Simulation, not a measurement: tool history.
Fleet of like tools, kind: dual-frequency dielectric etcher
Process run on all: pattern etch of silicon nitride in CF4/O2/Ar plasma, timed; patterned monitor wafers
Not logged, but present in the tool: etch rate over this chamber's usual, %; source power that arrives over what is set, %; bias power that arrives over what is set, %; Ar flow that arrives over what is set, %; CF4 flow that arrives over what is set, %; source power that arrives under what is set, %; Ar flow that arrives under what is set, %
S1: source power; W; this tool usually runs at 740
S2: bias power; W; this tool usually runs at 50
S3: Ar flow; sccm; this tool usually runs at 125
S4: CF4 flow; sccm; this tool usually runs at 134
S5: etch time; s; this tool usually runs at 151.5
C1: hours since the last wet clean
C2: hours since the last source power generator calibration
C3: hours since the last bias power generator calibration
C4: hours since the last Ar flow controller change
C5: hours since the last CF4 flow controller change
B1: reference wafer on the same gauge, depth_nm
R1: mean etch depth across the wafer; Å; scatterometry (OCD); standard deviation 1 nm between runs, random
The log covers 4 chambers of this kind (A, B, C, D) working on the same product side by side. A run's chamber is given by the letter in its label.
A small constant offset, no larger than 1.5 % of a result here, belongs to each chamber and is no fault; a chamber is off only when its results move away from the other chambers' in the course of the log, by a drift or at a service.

| run | hour | S1 | S2 | S3 | S4 | S5 | C1 | C2 | C3 | C4 | C5 | B1 | R1 |
|---|---|---|---|---|---|---|---|---|---|---|---|---|---|
| 1C | 6.1 | 740 | 50 | 125 | 134 | 151.5 | 450.4 | 74 | 3089.4 | 1540.3 | 631.5 | 448.01 | 4078.6 |
| 2D | 10.9 | 740 | 50 | 125 | 134 | 151.5 | 268 | 320.5 | 1158 | 1351.9 | 4248.9 | 447.72 | 4064.6 |
| 3B | 16.6 | 740 | 50 | 125 | 134 | 151.5 | 186.8 | 1629.4 | 3837.5 | 767.9 | 885.7 | 447.81 | 4034.3 |
| 4A | 21 | 740 | 50 | 125 | 134 | 151.5 | 239.5 | 3083.9 | 3198.4 | 2024.2 | 4647.2 | 447.97 | 4105.7 |
| 5C | 27.3 | 740 | 50 | 125 | 134 | 151.5 | 471.6 | 95.2 | 3110.6 | 1561.5 | 652.7 | 448.08 | 4087.9 |
| 6D | 32.1 | 740 | 50 | 125 | 134 | 151.5 | 289.2 | 341.7 | 1179.2 | 1373.1 | 4270.1 | 448.11 | 4063.7 |
| 7A | 36.7 | 740 | 50 | 125 | 134 | 151.5 | 255.2 | 3099.6 | 3214.1 | 2039.9 | 4662.9 | 447.95 | 4092.9 |
| 8B | 43.2 | 900 | 42 | 125 | 134 | 151.5 | 213.4 | 1656 | 3864.1 | 794.5 | 912.3 | 448.38 | 4507.3 |
| 9C | 50 | 900 | 42 | 125 | 134 | 151.5 | 494.3 | 117.9 | 3133.3 | 1584.2 | 675.4 | 448.28 | 4568.9 |
|  | 52.2 | chamber C: wet clean of the chamber |
| 10B | 53.2 | 900 | 42 | 125 | 134 | 151.5 | 223.4 | 1666 | 3874.1 | 804.5 | 922.3 | 448.24 | 4495.1 |
| 11D | 59.1 | 900 | 42 | 125 | 134 | 151.5 | 316.2 | 368.7 | 1206.2 | 1400.1 | 4297.1 | 447.89 | 4571.1 |
| 12A | 63.4 | 740 | 50 | 125 | 134 | 151.5 | 281.9 | 3126.3 | 3240.8 | 2066.6 | 4689.6 | 448.08 | 4103.5 |
| 13B | 70.5 | 740 | 50 | 144 | 134 | 151.5 | 240.7 | 1683.3 | 3891.4 | 821.8 | 939.6 | 448.15 | 3927.4 |
| 14C | 74.7 | 740 | 50 | 144 | 134 | 151.5 | 22.5 | 142.6 | 3158 | 1608.9 | 700.1 | 447.88 | 3999 |
| 15A | 79.5 | 740 | 50 | 144 | 134 | 151.5 | 298 | 3142.4 | 3256.9 | 2082.7 | 4705.7 | 448.23 | 4028.7 |
| 16D | 85.9 | 740 | 50 | 144 | 134 | 151.5 | 343 | 395.5 | 1233 | 1426.9 | 4323.9 | 447.74 | 3986.4 |
|  | 90.8 | chamber B: bias power generator calibrated |
| 17A | 91.6 | 740 | 50 | 125 | 134 | 151.5 | 310.1 | 3154.5 | 3269 | 2094.8 | 4717.8 | 447.65 | 4096.2 |
| 18D | 98 | 740 | 50 | 125 | 134 | 151.5 | 355.1 | 407.6 | 1245.1 | 1439 | 4336 | 448.18 | 4043.4 |
| 19B | 102.7 | 740 | 50 | 125 | 134 | 151.5 | 272.9 | 1715.5 | 12 | 854 | 971.8 | 447.93 | 3960.7 |
| 20C | 108 | 740 | 50 | 125 | 134 | 151.5 | 55.8 | 175.9 | 3191.3 | 1642.2 | 733.4 | 448.07 | 4081.4 |
| 21C | 115.2 | 740 | 50 | 125 | 134 | 151.5 | 63 | 183.1 | 3198.5 | 1649.4 | 740.6 | 447.56 | 4071.4 |
| 22B | 121 | 740 | 44 | 149 | 134 | 151.5 | 291.2 | 1733.8 | 30.3 | 872.3 | 990.1 | 448.08 | 3684.2 |
| 23A | 125.3 | 740 | 44 | 149 | 134 | 151.5 | 343.8 | 3188.2 | 3302.7 | 2128.5 | 4751.5 | 448.09 | 3841.1 |
| 24D | 130.3 | 740 | 44 | 149 | 134 | 151.5 | 387.4 | 439.9 | 1277.4 | 1471.3 | 4368.3 | 447.74 | 3780.9 |
| 25C | 135.2 | 740 | 44 | 149 | 134 | 151.5 | 83 | 203.1 | 3218.5 | 1669.4 | 760.6 | 448.17 | 3826.4 |
| 26D | 139.5 | 820 | 50 | 125 | 134 | 151.5 | 396.6 | 449.1 | 1286.6 | 1480.5 | 4377.5 | 448.19 | 4459.2 |

What goes on in this fleet: one chamber off, a drifting gauge, or nothing beyond the chambers' own small offsets? Name the chamber and the cause, if any.

One chamber, B, drifts off from the rest bit by bit.
Likeliest cause: source power that arrives under what is set, % = 2.99.
The log may not tell that from: etch rate under this chamber's usual, %.

Below are 4 candidate recipes for chamber B's next run, each the usual settings with a change, their results shown as question marks. Which of them brings B's results back in line with what the other chambers give on the usual settings?
Maximum distance from the other chambers' mean on the usual settings for a result to count as in line: R1 36 Å
| 27B-1 | 144.7 | 710 | 50 | 125 | 133 | 151.5 |  |  |  |  |  |  | ? |
| 27B-2 | 144.7 | 740 | 50 | 125 | 134 | 154 |  |  |  |  |  |  | ? |
| 27B-3 | 144.7 | 740 | 48 | 127 | 134 | 151.5 |  |  |  |  |  |  | ? |
| 27B-4 | 144.7 | 740 | 50 | 125 | 134 | 157.5 |  |  |  |  |  |  | ? |

Usual-settings mean across the other chambers: R1 4085.6 Å
| run | R1 |
|---|---|
| 27B-1 | 3783.6 |
| 27B-2 | 3992.4 |
| 27B-3 | 3863.7 |
| 27B-4 | 4083.1 |
It is 27B-4 that realigns the chamber with its peers.
